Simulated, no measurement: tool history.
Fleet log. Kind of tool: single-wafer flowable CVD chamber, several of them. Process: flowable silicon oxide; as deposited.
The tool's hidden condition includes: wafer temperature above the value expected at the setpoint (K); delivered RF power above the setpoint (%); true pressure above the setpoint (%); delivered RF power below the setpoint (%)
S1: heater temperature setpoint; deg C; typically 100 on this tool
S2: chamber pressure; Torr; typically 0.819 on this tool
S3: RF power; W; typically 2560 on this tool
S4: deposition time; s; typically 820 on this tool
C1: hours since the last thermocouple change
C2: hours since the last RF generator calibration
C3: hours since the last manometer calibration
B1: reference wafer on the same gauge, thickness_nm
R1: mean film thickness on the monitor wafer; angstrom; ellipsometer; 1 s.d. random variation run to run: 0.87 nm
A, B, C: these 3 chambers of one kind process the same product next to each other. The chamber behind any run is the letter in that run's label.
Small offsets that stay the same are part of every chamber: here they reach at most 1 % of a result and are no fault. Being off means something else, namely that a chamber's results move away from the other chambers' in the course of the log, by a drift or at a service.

{"run": "1A", "day": 0.096, "S1": 100, "S2": 0.819, "S3": 2560, "S4": 820, "C1": 1101.5, "C2": 1028.7, "C3": 274.6, "B1": 589.93, "R1": 5386.5}
{"run": "2C", "day": 0.25, "S1": 100, "S2": 0.819, "S3": 2560, "S4": 820, "C1": 2070.3, "C2": 1565.5, "C3": 776.6, "B1": 589.66, "R1": 5370.3}
{"run": "3B", "day": 0.35, "S1": 100, "S2": 0.819, "S3": 2560, "S4": 820, "C1": 36.6, "C2": 850.8, "C3": 2283.3, "B1": 589.66, "R1": 5372.7}
{"run": "4B", "day": 0.529, "S1": 100, "S2": 0.819, "S3": 2560, "S4": 820, "C1": 40.9, "C2": 855.1, "C3": 2287.6, "B1": 589.36, "R1": 5388.3}
{"run": "5A", "day": 0.608, "S1": 100, "S2": 0.819, "S3": 2560, "S4": 820, "C1": 1113.8, "C2": 1041, "C3": 286.9, "B1": 589.39, "R1": 5388.3}
{"run": "6C", "day": 0.762, "S1": 100, "S2": 0.819, "S3": 2560, "S4": 820, "C1": 2082.6, "C2": 1577.8, "C3": 788.9, "B1": 589.17, "R1": 5370.6}
{"run": "7A", "day": 0.867, "S1": 100, "S2": 0.819, "S3": 2560, "S4": 820, "C1": 1120, "C2": 1047.2, "C3": 293.1, "B1": 588.94, "R1": 5369.9}
{"run": "8C", "day": 1.033, "S1": 100, "S2": 0.819, "S3": 2560, "S4": 820, "C1": 2089.1, "C2": 1584.3, "C3": 795.4, "B1": 588.6, "R1": 5382.7}
{"run": "9B", "day": 1.117, "S1": 100, "S2": 0.819, "S3": 2560, "S4": 820, "C1": 55, "C2": 869.2, "C3": 2301.7, "B1": 588.77, "R1": 5372.8}
{"run": "10A", "day": 1.296, "S1": 100, "S2": 0.819, "S3": 2560, "S4": 820, "C1": 1130.3, "C2": 1057.5, "C3": 303.4, "B1": 588.35, "R1": 5382.3}
{"run": "11C", "day": 1.404, "S1": 100, "S2": 0.819, "S3": 2560, "S4": 820, "C1": 2098, "C2": 1593.2, "C3": 804.3, "B1": 588.69, "R1": 5377.6}
{"run": "12B", "day": 1.571, "S1": 100, "S2": 0.819, "S3": 2560, "S4": 820, "C1": 65.9, "C2": 880.1, "C3": 2312.6, "B1": 588.25, "R1": 5371.9}
{"run": "13A", "day": 1.742, "S1": 100, "S2": 0.819, "S3": 2560, "S4": 820, "C1": 1141, "C2": 1068.2, "C3": 314.1, "B1": 587.95, "R1": 5378.1}
{"run": "14B", "day": 1.829, "S1": 100, "S2": 0.819, "S3": 2560, "S4": 820, "C1": 72.1, "C2": 886.3, "C3": 2318.8, "B1": 588.18, "R1": 5363.3}
{"run": "15C", "day": 1.912, "S1": 100, "S2": 0.819, "S3": 2560, "S4": 820, "C1": 2110.2, "C2": 1605.4, "C3": 816.5, "B1": 587.71, "R1": 5373.3}
{"run": "16C", "day": 2.012, "S1": 100, "S2": 0.819, "S3": 2560, "S4": 820, "C1": 2112.6, "C2": 1607.8, "C3": 818.9, "B1": 587.75, "R1": 5370.3}
{"run": "17B", "day": 2.104, "S1": 89, "S2": 0.819, "S3": 2560, "S4": 820, "C1": 78.7, "C2": 892.9, "C3": 2325.4, "B1": 587.88, "R1": 7659.7}
{"run": "18A", "day": 2.246, "S1": 89, "S2": 0.819, "S3": 2560, "S4": 820, "C1": 1153.1, "C2": 1080.3, "C3": 326.2, "B1": 587.47, "R1": 7679.5}
{"run": "19C", "day": 2.417, "S1": 89, "S2": 0.819, "S3": 2560, "S4": 820, "C1": 2122.3, "C2": 1617.5, "C3": 828.6, "B1": 587.37, "R1": 7694.9}
{"run": "20B", "day": 2.508, "S1": 100, "S2": 0.819, "S3": 2560, "S4": 820, "C1": 88.4, "C2": 902.6, "C3": 2335.1, "B1": 587.3, "R1": 5381.3}
{"run": "21A", "day": 2.658, "S1": 100, "S2": 0.819, "S3": 2560, "S4": 820, "C1": 1163, "C2": 1090.2, "C3": 336.1, "B1": 586.95, "R1": 5349.6}
{"run": "22B", "day": 2.742, "S1": 100, "S2": 0.819, "S3": 2560, "S4": 820, "C1": 94, "C2": 908.2, "C3": 2340.7, "B1": 586.92, "R1": 5353}
{"run": "23A", "day": 2.879, "S1": 100, "S2": 0.819, "S3": 2560, "S4": 820, "C1": 1168.3, "C2": 1095.5, "C3": 341.4, "B1": 587.11, "R1": 5363.3}
{"day": 2.908, "done": "chamber A: RF generator calibrated"}
{"run": "24C", "day": 3.042, "S1": 89, "S2": 0.9, "S3": 2560, "S4": 820, "C1": 2137.3, "C2": 1632.5, "C3": 843.6, "B1": 586.86, "R1": 8648.3}
{"run": "25C", "day": 3.217, "S1": 89, "S2": 0.9, "S3": 2560, "S4": 820, "C1": 2141.5, "C2": 1636.7, "C3": 847.8, "B1": 586.44, "R1": 8644.6}
{"run": "26A", "day": 3.312, "S1": 89, "S2": 0.9, "S3": 2560, "S4": 820, "C1": 1178.7, "C2": 9.7, "C3": 351.8, "B1": 586.36, "R1": 8632}
{"run": "27B", "day": 3.392, "S1": 100, "S2": 0.819, "S3": 2560, "S4": 820, "C1": 109.6, "C2": 923.8, "C3": 2356.3, "B1": 586.38, "R1": 5351.6}
{"run": "28C", "day": 3.542, "S1": 100, "S2": 0.819, "S3": 2560, "S4": 820, "C1": 2149.3, "C2": 1644.5, "C3": 855.6, "B1": 586.24, "R1": 5364.7}

Next, all 3 chambers run the settings below, one line each with question marks for the results. What does each chamber give?
{"run": "29A", "day": 3.671, "S1": 100, "S2": 0.819, "S3": 2560, "S4": 820, "R1": "?"}
{"run": "29B", "day": 3.671, "S1": 100, "S2": 0.819, "S3": 2560, "S4": 820, "R1": "?"}
{"run": "29C", "day": 3.671, "S1": 100, "S2": 0.819, "S3": 2560, "S4": 820, "R1": "?"}

run=29A R1=5362.5
run=29B R1=5347.4
run=29C R1=5348.9
